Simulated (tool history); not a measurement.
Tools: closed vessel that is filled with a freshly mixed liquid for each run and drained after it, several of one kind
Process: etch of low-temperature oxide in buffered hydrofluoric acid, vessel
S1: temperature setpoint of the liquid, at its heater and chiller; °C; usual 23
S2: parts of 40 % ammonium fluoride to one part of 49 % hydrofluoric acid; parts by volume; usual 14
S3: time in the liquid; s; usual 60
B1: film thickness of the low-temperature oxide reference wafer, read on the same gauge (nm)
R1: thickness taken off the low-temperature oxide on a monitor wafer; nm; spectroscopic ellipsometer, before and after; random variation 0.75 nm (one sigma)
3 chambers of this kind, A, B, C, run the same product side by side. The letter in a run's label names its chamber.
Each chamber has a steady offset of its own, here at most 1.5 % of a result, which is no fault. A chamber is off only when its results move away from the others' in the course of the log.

run,hour,S1,S2,S3,B1,R1
1C,3.8,23,14,60,140.06,81.406
2A,9.3,23,14,60,139.94,82.025
3B,13.6,23,14,60,140.02,82.356
4B,19.6,23,14,60,140,82.846
5A,26.1,23,14,60,140.01,81.563
6C,31.1,23,14,60,139.97,81.971
7A,36.6,23,14,60,140.02,82.032
8C,40.7,23,14,60,139.99,81.862
9B,46.2,23,14,60,139.96,82.722
10A,50.1,23,14,60,140.01,81.891
11B,57.1,23,11.5,45,139.96,77.252
12C,62.7,23,11.5,45,140,75.018
13C,70.3,23,11.5,45,139.95,75.556
14B,77.9,23,14,60,139.97,85.57
15A,83.2,23,17,35,139.99,39.517
16A,90.1,23,17,35,140.01,39.582
17C,96.8,23,17,35,140,40.124
18B,100.4,23,14,60,139.99,86.695
19A,104.1,23,14,60,140,82.311
20C,109.4,23,16.5,50,140.03,58.714
21B,116.4,23,16.5,50,140.01,62.124
22B,121,23,16.5,50,139.99,62.576
23A,127.4,23,14,60,140.03,81.655
24C,131.1,23,11,45,139.95,79.084
25B,136.9,23,11,45,139.98,84.705
26A,140.7,23,11,45,140,79.889
27C,148.2,21.5,10,60,140,105.11
28A,153.8,21.5,10,60,139.98,103.26
29C,160.9,21.5,10,60,139.97,106.13
30B,167.2,23,14,60,140.01,89.559

What goes on in this fleet: one chamber off, a drifting gauge, or nothing beyond the chambers' own small offsets? Name the chamber and the cause, if any.

Chamber B drifts away from the others.
Cause: liquid hotter than its thermometer reads (K) = 2.01.
The log may not tell that from: hydrofluoric acid flow above the setpoint (%).

Here are 4 candidates for chamber B's next run, each the usual settings with a change, their results left as question marks. Which one brings its results back in line with what the others give on the usual settings?
In line means no further than this from the other chambers' mean on the usual settings: R1 2.6 nm
31B-1,173,22.5,15,60,,?
31B-2,173,24,12,60,,?
31B-3,173,22.5,15,55,,?
31B-4,173,23,13.5,65,,?

The other chambers' mean on the usual settings: R1 82.341 nm
run,R1
31B-1,83.495
31B-2,112.9
31B-3,76.537
31B-4,103.15
31B-1 brings the chamber back in line.

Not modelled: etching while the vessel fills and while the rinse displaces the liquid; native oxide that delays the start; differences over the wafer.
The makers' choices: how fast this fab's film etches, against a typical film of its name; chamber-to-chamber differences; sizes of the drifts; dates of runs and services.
